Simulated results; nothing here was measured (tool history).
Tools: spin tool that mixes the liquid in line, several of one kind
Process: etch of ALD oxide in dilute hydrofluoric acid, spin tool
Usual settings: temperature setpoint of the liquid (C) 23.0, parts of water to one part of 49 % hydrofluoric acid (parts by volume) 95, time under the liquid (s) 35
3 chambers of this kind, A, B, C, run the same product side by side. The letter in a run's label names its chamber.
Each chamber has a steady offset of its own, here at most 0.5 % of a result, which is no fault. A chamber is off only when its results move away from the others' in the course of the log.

run,hour,temperature setpoint of the liquid (C),parts of water to one part of 49 % hydrofluoric acid (parts by volume),time under the liquid (s),"read-back film thickness of the ALD oxide reference wafer, read on the same gauge (nm)",thickness taken off the ALD oxide on a monitor wafer (angstrom)
1C,14.7,23.0,95,35,139.95,88.399
2A,24.2,23.0,95,35,140.00,88.507
3B,37.3,23.0,95,35,140.01,88.908
4A,44.2,23.0,95,35,140.02,88.730
5B,51.0,23.0,95,35,139.99,88.744
6C,58.9,23.0,95,35,140.02,88.154
7B,69.2,23.0,95,35,140.00,89.323
8C,84.1,23.0,95,35,139.97,88.551
9A,96.4,23.0,95,35,139.99,87.697
10A,107.6,23.0,95,35,140.00,89.767
11C,120.4,23.0,95,35,139.99,88.942
12B,128.2,23.0,95,35,140.08,90.898
13C,142.7,23.0,95,35,139.96,89.840
14A,155.7,23.0,95,35,140.00,87.304
15B,169.9,23.0,95,35,139.99,88.321
16B,182.1,23.0,125,35,139.94,64.380
17A,193.2,23.0,125,35,140.04,63.481
18C,207.9,23.0,125,35,139.99,65.770
19A,215.6,23.0,95,35,140.02,85.375
20B,227.0,23.0,95,35,139.99,88.386
# hour 227.7: chamber C: thermometer replaced
21C,233.9,23.0,95,35,139.99,88.913
22B,245.0,23.0,95,35,139.97,89.208
23A,255.3,23.0,95,35,140.02,86.459
24C,264.1,23.0,95,35,139.99,89.532
25A,277.8,23.0,95,35,140.02,83.969
26C,289.9,23.0,95,35,140.03,88.640
27B,297.4,23.0,95,35,139.99,88.866
28A,309.3,21.5,95,35,140.02,78.776
29B,316.1,21.5,95,35,139.95,82.984
30C,323.6,21.5,95,35,139.99,82.473
31A,331.3,23.0,95,35,140.00,83.258
32C,340.9,23.0,95,35,140.01,88.100
33B,350.8,23.0,95,35,140.00,87.396
34B,360.6,23.0,95,35,139.99,88.949
# hour 373.1: chamber B: hydrofluoric acid flow meter replaced
35A,376.1,23.0,95,35,140.01,79.868
36C,386.0,23.0,95,35,139.98,88.418
37C,398.6,23.0,95,35,140.02,89.657
38B,412.2,23.0,95,35,140.00,90.639

All 3 chambers run these settings next. Forecast each chamber's results:
39A,423.4,23.0,115,35,,?
39B,423.4,23.0,115,35,,?
39C,423.4,23.0,115,35,,?

run,thickness taken off the ALD oxide on a monitor wafer (angstrom)
39A,64.662
39B,71.594
39C,71.162
